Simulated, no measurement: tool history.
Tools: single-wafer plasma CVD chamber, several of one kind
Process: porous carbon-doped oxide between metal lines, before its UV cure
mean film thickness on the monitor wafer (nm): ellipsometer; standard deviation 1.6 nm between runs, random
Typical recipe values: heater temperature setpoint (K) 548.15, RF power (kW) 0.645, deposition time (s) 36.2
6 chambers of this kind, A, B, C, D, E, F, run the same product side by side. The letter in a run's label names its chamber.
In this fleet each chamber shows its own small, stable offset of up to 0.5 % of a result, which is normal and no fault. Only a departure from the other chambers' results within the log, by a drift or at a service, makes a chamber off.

| run | day | heater temperature setpoint (K) | RF power (kW) | deposition time (s) | hours since the last thermocouple change | hours since the last RF generator calibration | read-back reference wafer on the same gauge, thickness_nm | mean film thickness on the monitor wafer (nm) |
|---|---|---|---|---|---|---|---|---|
| 1E | 0.4 | 548.15 | 0.645 | 36.2 | 353.7 | 1729.4 | 293.67 | 270.28 |
| 2F | 0.979 | 548.15 | 0.645 | 36.2 | 681 | 2019.4 | 293.77 | 267.51 |
| 3B | 1.496 | 548.15 | 0.645 | 36.2 | 1952.8 | 1702.3 | 293.73 | 267.68 |
|  | 1.654 | chamber A: thermocouple changed; heater temperature recalibrated |
| 4C | 2.042 | 548.15 | 0.645 | 36.2 | 1360.4 | 1874.5 | 293.93 | 266 |
| 5A | 2.35 | 548.15 | 0.645 | 36.2 | 16.8 | 1294.3 | 293.91 | 267.8 |
| 6D | 2.817 | 548.15 | 0.645 | 36.2 | 950.1 | 1403.5 | 294 | 266.63 |
| 7F | 3.133 | 548.15 | 0.645 | 36.2 | 732.7 | 2071.1 | 294.23 | 267.54 |
| 8E | 3.567 | 548.15 | 0.595 | 40.5 | 429.7 | 1805.4 | 293.89 | 284.16 |
| 9C | 3.875 | 548.15 | 0.595 | 40.5 | 1404.4 | 1918.5 | 293.92 | 281.96 |
| 10A | 4.375 | 548.15 | 0.595 | 40.5 | 65.4 | 1342.9 | 294.1 | 283.75 |
|  | 4.967 | chamber C: RF generator calibrated |
| 11D | 5.017 | 548.15 | 0.595 | 40.5 | 1002.9 | 1456.3 | 293.8 | 282.02 |
| 12B | 5.508 | 548.15 | 0.595 | 40.5 | 2049.1 | 1798.6 | 294.06 | 285.91 |
| 13F | 5.954 | 548.15 | 0.595 | 40.5 | 800.4 | 2138.8 | 293.59 | 282.04 |
|  | 6.025 | chamber F: RF generator calibrated |
| 14A | 6.55 | 548.15 | 0.645 | 36.2 | 117.6 | 1395.1 | 293.89 | 266.28 |
| 15E | 7.033 | 548.15 | 0.645 | 36.2 | 512.9 | 1888.6 | 294.04 | 270.1 |
| 16C | 7.629 | 548.15 | 0.645 | 36.2 | 1494.5 | 63.9 | 294.09 | 266.83 |
| 17D | 8.008 | 548.15 | 0.645 | 36.2 | 1074.7 | 1528.1 | 294.1 | 266.04 |
| 18B | 8.438 | 548.15 | 0.645 | 36.2 | 2119.4 | 1868.9 | 293.7 | 268.87 |
| 19E | 8.917 | 548.15 | 0.645 | 36.2 | 558.1 | 1933.8 | 293.82 | 271.14 |
| 20F | 9.442 | 548.15 | 0.71 | 30 | 884.1 | 82 | 294.09 | 236.08 |
| 21C | 9.854 | 548.15 | 0.71 | 30 | 1547.9 | 117.3 | 293.85 | 234.77 |
| 22D | 10.158 | 548.15 | 0.71 | 30 | 1126.3 | 1579.7 | 293.88 | 236.96 |
| 23B | 10.646 | 548.15 | 0.71 | 30 | 2172.4 | 1921.9 | 293.7 | 234.67 |
| 24A | 11.146 | 548.15 | 0.71 | 30 | 227.9 | 1505.4 | 293.87 | 235.87 |
| 25C | 11.583 | 548.15 | 0.71 | 30 | 1589.4 | 158.8 | 293.88 | 237.39 |
| 26A | 12.05 | 538.15 | 0.645 | 36.2 | 249.6 | 1527.1 | 293.28 | 283.18 |
| 27D | 12.362 | 538.15 | 0.645 | 36.2 | 1179.2 | 1632.6 | 293.87 | 284.87 |
|  | 12.508 | chamber D: thermocouple changed; heater temperature recalibrated |
| 28E | 12.975 | 538.15 | 0.645 | 36.2 | 655.5 | 2031.2 | 294.12 | 288.25 |
| 29B | 13.442 | 538.15 | 0.645 | 36.2 | 2239.5 | 1989 | 293.73 | 280.82 |
| 30F | 13.988 | 538.15 | 0.645 | 36.2 | 993.2 | 191.1 | 294.17 | 288.79 |
| 31B | 14.458 | 538.15 | 0.645 | 36.2 | 2263.9 | 2013.4 | 293.99 | 280.09 |
| 32D | 14.783 | 548.15 | 0.645 | 36.2 | 54.6 | 1690.7 | 293.77 | 267.36 |
| 33A | 15.204 | 548.15 | 0.645 | 36.2 | 325.3 | 1602.8 | 293.87 | 265.09 |
| 34E | 15.529 | 548.15 | 0.645 | 36.2 | 716.8 | 2092.5 | 294.29 | 271.16 |
| 35C | 15.958 | 548.15 | 0.645 | 36.2 | 1694.4 | 263.8 | 293.96 | 266.1 |
| 36F | 16.438 | 556.15 | 0.73 | 36.2 | 1052 | 249.9 | 294.24 | 275.9 |
| 37A | 16.825 | 556.15 | 0.73 | 36.2 | 364.2 | 1641.7 | 294.3 | 272.46 |

All chambers now run identical settings, listed one chamber a line with results as question marks. What results will each chamber show?
| 38A | 17.292 | 548.15 | 0.72 | 36.2 |  |  |  | ? |
| 38B | 17.292 | 548.15 | 0.72 | 36.2 |  |  |  | ? |
| 38C | 17.292 | 548.15 | 0.72 | 36.2 |  |  |  | ? |
| 38D | 17.292 | 548.15 | 0.72 | 36.2 |  |  |  | ? |
| 38E | 17.292 | 548.15 | 0.72 | 36.2 |  |  |  | ? |
| 38F | 17.292 | 548.15 | 0.72 | 36.2 |  |  |  | ? |

| run | mean film thickness on the monitor wafer (nm) |
|---|---|
| 38A | 285.27 |
| 38B | 275.87 |
| 38C | 287.91 |
| 38D | 284.23 |
| 38E | 285.56 |
| 38F | 290.05 |

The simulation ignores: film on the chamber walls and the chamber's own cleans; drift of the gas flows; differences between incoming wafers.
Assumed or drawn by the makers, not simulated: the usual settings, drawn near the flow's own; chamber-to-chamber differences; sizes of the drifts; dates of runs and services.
